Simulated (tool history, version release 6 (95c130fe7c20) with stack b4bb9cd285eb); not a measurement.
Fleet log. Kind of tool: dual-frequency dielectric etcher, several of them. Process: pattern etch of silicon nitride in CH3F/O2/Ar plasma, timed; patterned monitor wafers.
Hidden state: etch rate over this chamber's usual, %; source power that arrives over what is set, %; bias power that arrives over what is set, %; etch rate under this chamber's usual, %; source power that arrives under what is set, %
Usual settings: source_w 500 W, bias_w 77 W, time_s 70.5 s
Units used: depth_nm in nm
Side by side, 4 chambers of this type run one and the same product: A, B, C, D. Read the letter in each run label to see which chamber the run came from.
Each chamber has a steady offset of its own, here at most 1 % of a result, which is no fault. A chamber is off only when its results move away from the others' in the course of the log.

run   hour  source_w  bias_w  time_s  hours since the last wet clean  hours since the last source power generator calibration  hours since the last bias power generator calibration  read-back reference wafer on the same gauge, depth_nm  depth_nm
 1C    9.4       500      77    70.5                           320.1                                                    106.9                                                 1111.2                                                  64.29    54.647
 2B   17.3       500      77    70.5                           362.4                                                    967.6                                                    875                                                 64.253    54.846
      20.9  -- chamber D: wet clean of the chamber
 3D   26.7       500      77    70.5                             5.9                                                   1182.9                                                 2203.5                                                 64.315    54.808
 4A   34.8       500      77    70.5                           293.4                                                   1018.4                                                 2777.6                                                 64.218     55.74
 5B   45.9       500      77    70.5                             391                                                    996.2                                                  903.6                                                 64.293    54.759
 6A   53.2       500      77    70.5                           311.8                                                   1036.8                                                   2796                                                 64.282    55.611
 7C   60.1       500      77    70.5                           370.8                                                    157.6                                                 1161.9                                                 64.306    54.796
 8D   73.8       500      77    70.5                              53                                                     1230                                                 2250.6                                                 64.345     54.89
 9B   80.9       500      77    70.5                             426                                                   1031.2                                                  938.6                                                 64.258    54.575
10A     94       500      77    70.5                           352.6                                                   1077.6                                                 2836.8                                                 64.302    55.095
11C  100.6       500      77    70.5                           411.3                                                    198.1                                                 1202.4                                                 64.336    54.835
12D    109       500      77    70.5                            88.2                                                   1265.2                                                 2285.8                                                 64.306    54.578
13C    117       500      77    70.5                           427.7                                                    214.5                                                 1218.8                                                 64.353     54.73
14D  127.8       500      77    70.5                             107                                                     1284                                                 2304.6                                                 64.289    54.445
15B  134.4       500      77    70.5                           479.5                                                   1084.7                                                  992.1                                                 64.344    54.732
16A  146.9       500      77    70.5                           405.5                                                   1130.5                                                 2889.7                                                  64.32    55.355
     147.4  -- chamber C: wet clean of the chamber
17C    161       500      77    70.5                            13.7                                                    258.5                                                 1262.8                                                 64.356    52.138
18A  174.4       500      77    70.5                             433                                                     1158                                                 2917.2                                                 64.343    55.289
19D  182.7       500      77    70.5                           161.9                                                   1338.9                                                 2359.5                                                 64.325    54.614
20B  190.1       500      77    70.5                           535.2                                                   1140.4                                                 1047.8                                                 64.317    54.796
21A  203.4       500      77    70.5                             462                                                     1187                                                 2946.2                                                 64.309    55.674
22C  210.9       500      77    70.5                            63.6                                                    308.4                                                 1312.7                                                 64.304    52.172
23B  224.4       600      92    70.5                           569.5                                                   1174.7                                                 1082.1                                                 64.308    61.677
24D  233.4       600      92    70.5                           212.6                                                   1389.6                                                 2410.2                                                 64.317    62.532
25C  240.9       600      92    70.5                            93.6                                                    338.4                                                 1342.7                                                 64.337    59.481
26B  252.4       600      92    70.5                           597.5                                                   1202.7                                                 1110.1                                                 64.296    62.541
27D  265.2       500      77    70.5                           244.4                                                   1421.4                                                   2442                                                 64.289    54.314
     274.6  -- chamber A: wet clean of the chamber
28A  277.3       500      77    70.5                             2.7                                                   1260.9                                                 3020.1                                                 64.288    55.177
29C  290.6       500      77    70.5                           143.3                                                    388.1                                                 1392.4                                                 64.254    52.284
30D  300.9       500      77    70.5                           280.1                                                   1457.1                                                 2477.7                                                 64.267    55.034
31A  310.3       500      77    70.5                            35.7                                                   1293.9                                                 3053.1                                                 64.334    55.243
     310.7  -- chamber B: wet clean of the chamber
32B  319.2       500      77    70.5                             8.6                                                   1269.5                                                 1176.9                                                 64.339    54.797
33B  330.7       500      77      81                            20.1                                                     1281                                                 1188.4                                                 64.322    62.838
34C  343.1       500      77      81                           195.8                                                    440.6                                                 1444.9                                                 64.285    59.774
35A    358       500      77      81                            83.4                                                   1341.6                                                 3100.8                                                 64.243    63.715
36D  369.1       500      77      81                           348.3                                                   1525.3                                                 2545.9                                                 64.332    62.788
37C  381.9       500      77      90                           234.6                                                    479.4                                                 1483.7                                                 64.316    66.522
38D  392.6       500      77      90                           371.8                                                   1548.8                                                 2569.4                                                 64.314    69.773
39B  407.3       500      77      90                            96.7                                                   1357.6                                                   1265                                                 64.246    70.025

Next, every chamber runs the same settings. What will each give?
40A   418       450      77    70.5                                                                                                                                                                                                                ?
40B   418       450      77    70.5                                                                                                                                                                                                                ?
40C   418       450      77    70.5                                                                                                                                                                                                                ?
40D   418       450      77    70.5                                                                                                                                                                                                                ?

run  depth_nm
40A    53.202
40B    52.573
40C    50.214
40D    52.633

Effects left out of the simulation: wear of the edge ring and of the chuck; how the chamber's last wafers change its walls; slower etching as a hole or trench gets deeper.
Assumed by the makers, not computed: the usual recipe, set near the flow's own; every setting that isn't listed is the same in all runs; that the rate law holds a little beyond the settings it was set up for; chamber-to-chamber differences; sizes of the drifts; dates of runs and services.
